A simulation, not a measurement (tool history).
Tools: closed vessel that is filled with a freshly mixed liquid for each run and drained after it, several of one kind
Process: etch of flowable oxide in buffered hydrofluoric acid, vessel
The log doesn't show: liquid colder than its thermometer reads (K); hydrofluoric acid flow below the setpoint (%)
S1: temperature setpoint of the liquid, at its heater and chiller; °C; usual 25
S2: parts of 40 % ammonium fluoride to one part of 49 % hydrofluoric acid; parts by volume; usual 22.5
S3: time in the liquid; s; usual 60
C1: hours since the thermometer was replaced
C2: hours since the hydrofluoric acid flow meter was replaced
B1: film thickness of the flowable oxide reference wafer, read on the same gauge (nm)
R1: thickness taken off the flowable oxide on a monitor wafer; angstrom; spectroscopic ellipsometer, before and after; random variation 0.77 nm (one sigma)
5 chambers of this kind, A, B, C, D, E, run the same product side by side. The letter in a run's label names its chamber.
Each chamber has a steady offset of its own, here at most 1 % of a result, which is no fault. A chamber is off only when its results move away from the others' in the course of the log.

run,hour,S1,S2,S3,C1,C2,B1,R1
1C,13.6,25,22.5,60,551.7,1291.9,140.02,857.63
2A,23.3,25,22.5,60,1584.5,2551.5,140.01,832.88
3D,37,25,22.5,60,373,847.3,140.01,836.77
4E,45.1,25,22.5,60,654.8,1601.4,140,831.67
5B,54.9,25,22.5,60,958.7,1827,140,847.27
6B,66.6,25,22.5,80,970.4,1838.7,140.01,1135.1
7C,73.8,25,22.5,80,611.9,1352.1,139.99,1132.3
8A,80.9,25,22.5,80,1642.1,2609.1,140,1123.6
# hour 82.7: chamber C: hydrofluoric acid flow meter replaced
9E,92.4,25,22.5,80,702.1,1648.7,139.99,1129.3
10D,100.3,25,22.5,80,436.3,910.6,140.01,1118.4
11B,110.2,25,22.5,60,1014,1882.3,140,842.39
12A,121.9,25,22.5,60,1683.1,2650.1,140.01,862.86
13D,135.8,25,22.5,60,471.8,946.1,140.01,833.8
14C,145.2,25,22.5,60,683.3,62.6,140,831.36
15E,157.3,25,22.5,60,767,1713.6,139.98,846.57
16D,168.8,25,22.5,60,504.8,979.1,140.01,843.6
# hour 177.8: chamber E: hydrofluoric acid flow meter replaced
17E,181.4,25,22.5,60,791.1,3.6,139.99,846.38
18C,192.9,26.5,22.5,60,731,110.3,139.99,920.11
19B,200.2,26.5,22.5,60,1104,1972.3,139.99,937.26
20A,207.9,26.5,22.5,60,1769.1,2736.1,140.03,918.52
# hour 211.2: chamber A: thermometer replaced
21B,221.6,26.5,22.5,60,1125.4,1993.7,139.98,933.07
22E,233.3,26.5,22.5,60,843,55.5,140.01,932.07
# hour 237.1: chamber A: hydrofluoric acid flow meter replaced
23C,243.7,25,22.5,60,781.8,161.1,140.01,860.02
24D,251.7,25,22.5,60,587.7,1062,139.99,841.92
25A,264.6,25,22.5,60,53.5,27.5,140.01,849.24
26A,273.8,25,22.5,60,62.7,36.7,140.02,848.51
27D,289.1,25,22.5,60,625.1,1099.4,140,830.08
28B,297.1,25,22.5,60,1200.9,2069.2,140.01,839.08
29E,312.5,25,22.5,60,922.2,134.7,140.02,855.47
30C,324.5,25,22.5,60,862.6,241.9,139.98,846.1
31A,331.2,25,22.5,60,120.1,94.1,139.98,842.44
32D,346.2,25,22.5,60,682.2,1156.5,139.99,837.61
33C,360.9,25,22.5,60,899,278.3,140.01,859.13
34E,370.2,25,22.5,60,979.9,192.4,140,837.89
35B,379.4,25,22.5,60,1283.2,2151.5,139.98,845.21
36B,394.1,25,22.5,60,1297.9,2166.2,139.99,847.01
37D,402.3,25,22.5,60,738.3,1212.6,139.99,847.04
38C,417.2,25,22.5,60,955.3,334.6,139.99,852.91
39E,429.9,25,16.5,60,1039.6,252.1,139.99,1108.5

Next, every chamber runs the same settings. What will each give?
40A,441,25,22.5,60,,,,?
40B,441,25,22.5,60,,,,?
40C,441,25,22.5,60,,,,?
40D,441,25,22.5,60,,,,?
40E,441,25,22.5,60,,,,?

run,R1
40A,847.9
40B,860.52
40C,855.36
40D,847.5
40E,853.92
